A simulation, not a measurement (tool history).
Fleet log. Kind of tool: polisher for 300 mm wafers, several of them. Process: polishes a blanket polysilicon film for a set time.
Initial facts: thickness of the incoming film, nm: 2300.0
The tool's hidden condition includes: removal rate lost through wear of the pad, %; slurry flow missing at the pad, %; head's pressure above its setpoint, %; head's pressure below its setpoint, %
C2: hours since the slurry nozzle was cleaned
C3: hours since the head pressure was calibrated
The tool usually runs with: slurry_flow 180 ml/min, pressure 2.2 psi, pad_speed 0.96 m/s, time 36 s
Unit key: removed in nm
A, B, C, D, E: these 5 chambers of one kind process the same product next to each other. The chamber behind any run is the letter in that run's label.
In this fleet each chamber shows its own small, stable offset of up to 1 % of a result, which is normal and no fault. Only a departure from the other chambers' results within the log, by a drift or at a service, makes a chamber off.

run 1E hour=2.3 | slurry_flow=180 pressure=2.2 pad_speed=0.96 time=36 | wafers_polished_on_this_pad=325 C2=11.6 C3=547.7 | removed=239.03
run 2A hour=7.0 | slurry_flow=180 pressure=2.2 pad_speed=0.96 time=36 | wafers_polished_on_this_pad=324 C2=587.7 C3=765.7 | removed=234.04
run 3C hour=10.1 | slurry_flow=180 pressure=2.2 pad_speed=0.96 time=36 | wafers_polished_on_this_pad=662 C2=29.0 C3=835.0 | removed=235.22
run 4D hour=12.7 | slurry_flow=180 pressure=2.2 pad_speed=0.96 time=36 | wafers_polished_on_this_pad=1602 C2=211.2 C3=176.2 | removed=239.40
-- hour=13.1 chamber D: worn pad replaced by a new one
-- hour=13.4 chamber E: worn pad replaced by a new one
run 5B hour=16.2 | slurry_flow=180 pressure=2.2 pad_speed=0.96 time=36 | wafers_polished_on_this_pad=566 C2=72.8 C3=390.4 | removed=238.89
-- hour=19.0 chamber E: head pressure recalibrated
-- hour=20.1 chamber C: worn pad replaced by a new one
-- hour=20.5 chamber B: worn pad replaced by a new one
run 6B hour=21.0 | slurry_flow=180 pressure=2.2 pad_speed=0.96 time=36 | wafers_polished_on_this_pad=8 C2=77.6 C3=395.2 | removed=239.98
run 7E hour=26.2 | slurry_flow=180 pressure=2.2 pad_speed=0.96 time=36 | wafers_polished_on_this_pad=204 C2=35.5 C3=7.2 | removed=237.50
run 8C hour=28.8 | slurry_flow=180 pressure=2.2 pad_speed=0.96 time=36 | wafers_polished_on_this_pad=138 C2=47.7 C3=853.7 | removed=235.26
-- hour=30.3 chamber A: worn pad replaced by a new one
run 9D hour=33.6 | slurry_flow=180 pressure=2.2 pad_speed=0.96 time=36 | wafers_polished_on_this_pad=326 C2=232.1 C3=197.1 | removed=232.59
run 10A hour=36.9 | slurry_flow=180 pressure=2.2 pad_speed=0.96 time=36 | wafers_polished_on_this_pad=106 C2=617.6 C3=795.6 | removed=234.17
run 11A hour=40.8 | slurry_flow=180 pressure=2.2 pad_speed=0.96 time=36 | wafers_polished_on_this_pad=168 C2=621.5 C3=799.5 | removed=239.50
run 12E hour=44.9 | slurry_flow=180 pressure=2.8 pad_speed=0.96 time=29 | wafers_polished_on_this_pad=501 C2=54.2 C3=25.9 | removed=244.68
-- hour=46.4 chamber E: worn pad replaced by a new one
run 13C hour=48.6 | slurry_flow=180 pressure=2.8 pad_speed=0.96 time=29 | wafers_polished_on_this_pad=453 C2=67.5 C3=873.5 | removed=243.11
run 14D hour=53.4 | slurry_flow=180 pressure=2.8 pad_speed=0.96 time=29 | wafers_polished_on_this_pad=641 C2=251.9 C3=216.9 | removed=237.09
run 15B hour=55.9 | slurry_flow=180 pressure=2.8 pad_speed=0.96 time=29 | wafers_polished_on_this_pad=562 C2=112.5 C3=430.1 | removed=244.16
run 16E hour=58.2 | slurry_flow=180 pressure=2.8 pad_speed=0.96 time=29 | wafers_polished_on_this_pad=188 C2=67.5 C3=39.2 | removed=243.00
run 17C hour=62.3 | slurry_flow=180 pressure=2.2 pad_speed=0.96 time=36 | wafers_polished_on_this_pad=671 C2=81.2 C3=887.2 | removed=234.85
-- hour=65.6 chamber B: worn pad replaced by a new one
run 18D hour=65.6 | slurry_flow=180 pressure=2.2 pad_speed=0.96 time=44 | wafers_polished_on_this_pad=835 C2=264.1 C3=229.1 | removed=278.82
-- hour=67.8 chamber C: worn pad replaced by a new one
run 19B hour=68.0 | slurry_flow=180 pressure=2.2 pad_speed=0.96 time=44 | wafers_polished_on_this_pad=39 C2=124.6 C3=442.2 | removed=295.07
-- hour=68.8 chamber A: worn pad replaced by a new one
-- hour=69.1 chamber A: slurry nozzle cleaned
run 20A hour=71.6 | slurry_flow=180 pressure=2.2 pad_speed=0.96 time=44 | wafers_polished_on_this_pad=44 C2=2.5 C3=830.3 | removed=289.30
run 21B hour=74.1 | slurry_flow=180 pressure=2.2 pad_speed=0.96 time=44 | wafers_polished_on_this_pad=136 C2=130.7 C3=448.3 | removed=296.05
-- hour=77.9 chamber E: worn pad replaced by a new one
run 22E hour=79.2 | slurry_flow=180 pressure=2.2 pad_speed=0.96 time=44 | wafers_polished_on_this_pad=22 C2=88.5 C3=60.2 | removed=290.72
run 23D hour=81.8 | slurry_flow=180 pressure=2.2 pad_speed=0.96 time=36 | wafers_polished_on_this_pad=1093 C2=280.3 C3=245.3 | removed=226.92
run 24C hour=85.7 | slurry_flow=180 pressure=2.2 pad_speed=0.96 time=36 | wafers_polished_on_this_pad=285 C2=104.6 C3=910.6 | removed=236.57
run 25A hour=89.6 | slurry_flow=180 pressure=2.2 pad_speed=0.96 time=36 | wafers_polished_on_this_pad=331 C2=20.5 C3=848.3 | removed=235.26
run 26C hour=93.8 | slurry_flow=180 pressure=2.2 pad_speed=0.96 time=36 | wafers_polished_on_this_pad=414 C2=112.7 C3=918.7 | removed=233.72
-- hour=95.9 chamber D: worn pad replaced by a new one
run 27E hour=98.9 | slurry_flow=180 pressure=2.2 pad_speed=0.96 time=36 | wafers_polished_on_this_pad=335 C2=108.2 C3=79.9 | removed=236.77
run 28B hour=102.0 | slurry_flow=180 pressure=2.2 pad_speed=0.96 time=36 | wafers_polished_on_this_pad=579 C2=158.6 C3=476.2 | removed=238.60
run 29D hour=105.8 | slurry_flow=140 pressure=1.7 pad_speed=0.96 time=36 | wafers_polished_on_this_pad=157 C2=304.3 C3=269.3 | removed=164.10
-- hour=107.7 chamber E: worn pad replaced by a new one
run 30A hour=108.5 | slurry_flow=140 pressure=1.7 pad_speed=0.96 time=36 | wafers_polished_on_this_pad=631 C2=39.4 C3=867.2 | removed=175.21
run 31B hour=111.0 | slurry_flow=140 pressure=1.7 pad_speed=0.96 time=36 | wafers_polished_on_this_pad=723 C2=167.6 C3=485.2 | removed=178.91
-- hour=114.6 chamber A: worn pad replaced by a new one
run 32A hour=115.7 | slurry_flow=140 pressure=1.7 pad_speed=0.96 time=36 | wafers_polished_on_this_pad=17 C2=46.6 C3=874.4 | removed=174.04
run 33C hour=118.8 | slurry_flow=140 pressure=1.7 pad_speed=0.96 time=36 | wafers_polished_on_this_pad=811 C2=137.7 C3=943.7 | removed=174.16
run 34E hour=123.8 | slurry_flow=180 pressure=2.2 pad_speed=0.96 time=36 | wafers_polished_on_this_pad=257 C2=133.1 C3=104.8 | removed=237.24
-- hour=124.6 chamber C: worn pad replaced by a new one
run 35D hour=128.5 | slurry_flow=180 pressure=2.2 pad_speed=0.96 time=36 | wafers_polished_on_this_pad=518 C2=327.0 C3=292.0 | removed=215.86
run 36C hour=132.7 | slurry_flow=180 pressure=2.2 pad_speed=0.96 time=36 | wafers_polished_on_this_pad=129 C2=151.6 C3=957.6 | removed=233.89
run 37D hour=136.1 | slurry_flow=180 pressure=2.2 pad_speed=0.96 time=36 | wafers_polished_on_this_pad=639 C2=334.6 C3=299.6 | removed=216.54

For the next run the whole fleet of 5 chambers uses the same settings. Give each chamber's results:
run 38A hour=139.8 | slurry_flow=180 pressure=2.2 pad_speed=0.96 time=36 | removed=?
run 38B hour=139.8 | slurry_flow=180 pressure=2.2 pad_speed=0.96 time=36 | removed=?
run 38C hour=139.8 | slurry_flow=180 pressure=2.2 pad_speed=0.96 time=36 | removed=?
run 38D hour=139.8 | slurry_flow=180 pressure=2.2 pad_speed=0.96 time=36 | removed=?
run 38E hour=139.8 | slurry_flow=180 pressure=2.2 pad_speed=0.96 time=36 | removed=?

run=38A removed=236.69
run=38B removed=236.79
run=38C removed=233.13
run=38D removed=215.36
run=38E removed=236.15
